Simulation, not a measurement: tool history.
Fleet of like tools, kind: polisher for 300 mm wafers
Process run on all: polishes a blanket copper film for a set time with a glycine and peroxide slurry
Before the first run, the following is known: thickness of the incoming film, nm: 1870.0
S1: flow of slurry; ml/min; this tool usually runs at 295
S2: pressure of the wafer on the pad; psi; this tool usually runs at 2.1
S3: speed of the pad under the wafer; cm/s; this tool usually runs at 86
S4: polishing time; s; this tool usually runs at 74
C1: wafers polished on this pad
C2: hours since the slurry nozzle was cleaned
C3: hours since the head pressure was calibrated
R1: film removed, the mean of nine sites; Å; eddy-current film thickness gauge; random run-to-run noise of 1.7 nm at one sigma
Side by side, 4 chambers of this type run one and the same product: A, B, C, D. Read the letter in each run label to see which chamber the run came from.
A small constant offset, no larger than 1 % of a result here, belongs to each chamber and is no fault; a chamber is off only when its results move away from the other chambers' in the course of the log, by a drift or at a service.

| run | hour | S1 | S2 | S3 | S4 | C1 | C2 | C3 | R1 |
|---|---|---|---|---|---|---|---|---|---|
|  | 0.2 | chamber D: worn pad replaced by a new one |
| 1A | 9.1 | 295 | 2.1 | 86 | 74 | 607 | 627.5 | 219.6 | 2415.2 |
| 2C | 15.8 | 295 | 2.1 | 86 | 74 | 390 | 623.6 | 27.4 | 2388.5 |
|  | 19.2 | chamber B: worn pad replaced by a new one |
| 3D | 22.3 | 295 | 2.1 | 86 | 74 | 161 | 100.5 | 173.3 | 2378.4 |
| 4B | 28.4 | 295 | 2.1 | 86 | 74 | 67 | 144.7 | 225.4 | 2386.7 |
| 5D | 37.3 | 295 | 2.1 | 86 | 74 | 270 | 115.5 | 188.3 | 2402.2 |
| 6B | 45.6 | 295 | 1.9 | 86 | 74 | 192 | 161.9 | 242.6 | 2237.4 |
| 7C | 50.9 | 295 | 1.9 | 86 | 74 | 646 | 658.7 | 62.5 | 2209.3 |
|  | 56.0 | chamber A: slurry nozzle cleaned |
| 8A | 56.7 | 295 | 1.9 | 86 | 74 | 953 | 0.7 | 267.2 | 2223.8 |
| 9A | 63.2 | 295 | 1.9 | 86 | 74 | 1001 | 7.2 | 273.7 | 2189.8 |
| 10D | 70.2 | 295 | 2.7 | 86 | 51 | 510 | 148.4 | 221.2 | 1985.7 |
| 11B | 76.4 | 295 | 2.7 | 86 | 51 | 417 | 192.7 | 273.4 | 2015.7 |
| 12C | 84.2 | 295 | 2.7 | 86 | 51 | 889 | 692.0 | 95.8 | 2000.7 |
| 13B | 92.4 | 295 | 2.7 | 86 | 51 | 533 | 208.7 | 289.4 | 1996.9 |
|  | 92.9 | chamber C: slurry nozzle cleaned |
| 14D | 98.5 | 295 | 2.1 | 86 | 74 | 716 | 176.7 | 249.5 | 2360.1 |
| 15C | 105.6 | 295 | 2.1 | 86 | 74 | 1044 | 12.8 | 117.2 | 2396.9 |
| 16A | 112.9 | 295 | 2.1 | 86 | 74 | 1363 | 56.9 | 323.4 | 2308.8 |
| 17A | 123.0 | 295 | 2.1 | 86 | 74 | 1436 | 67.0 | 333.5 | 2317.0 |
| 18C | 128.4 | 295 | 2.1 | 86 | 94 | 1211 | 35.6 | 140.0 | 3029.6 |
|  | 132.7 | chamber B: worn pad replaced by a new one |
| 19B | 134.5 | 295 | 2.1 | 86 | 94 | 13 | 250.8 | 331.5 | 3069.7 |
| 20D | 142.9 | 295 | 2.1 | 86 | 94 | 1039 | 221.1 | 293.9 | 3044.4 |
| 21D | 150.1 | 295 | 2.1 | 86 | 94 | 1092 | 228.3 | 301.1 | 3049.9 |
|  | 152.3 | chamber C: worn pad replaced by a new one |
| 22B | 154.9 | 295 | 2.1 | 110 | 63 | 162 | 271.2 | 351.9 | 2476.4 |
| 23A | 164.3 | 295 | 2.1 | 110 | 63 | 1737 | 108.3 | 374.8 | 2345.5 |
| 24C | 171.0 | 295 | 2.1 | 110 | 63 | 136 | 78.2 | 182.6 | 2487.1 |
| 25A | 179.6 | 295 | 2.1 | 110 | 63 | 1849 | 123.6 | 390.1 | 2369.2 |
| 26B | 187.3 | 295 | 2.1 | 86 | 74 | 398 | 303.6 | 384.3 | 2423.7 |

Decide between three cases: one chamber stands off from its peers, the gauge reading all wafers drifts, or nothing is wrong past each chamber's small offset. Where a chamber is off, say which and what most likely put it there.

Little by little, chamber A moves away from the other chambers.
Cause: removal rate lost through wear of the pad, % = 6.06.
The log might look much the same if the cause were instead: head's pressure below its setpoint, %.

Below are 4 candidate recipes for chamber A's next run, each the usual settings with a change, their results shown as question marks. Which of them brings A's results back in line with what the other chambers give on the usual settings?
In line means no further than this from the other chambers' mean on the usual settings: R1 61.0 Å
| 27A-1 | 194.7 | 295 | 2.1 | 92 | 74 |  |  |  | ? |
| 27A-2 | 194.7 | 300 | 2.1 | 98 | 74 |  |  |  | ? |
| 27A-3 | 194.7 | 295 | 1.8 | 86 | 74 |  |  |  | ? |
| 27A-4 | 194.7 | 295 | 2.1 | 86 | 70 |  |  |  | ? |

On the usual settings, the other chambers give on average: R1 2398.8 Å
| run | R1 |
|---|---|
| 27A-1 | 2382.6 |
| 27A-2 | 2505.6 |
| 27A-3 | 2021.3 |
| 27A-4 | 2141.1 |
Change 27A-1 lands the chamber within the allowed miss of the other chambers.
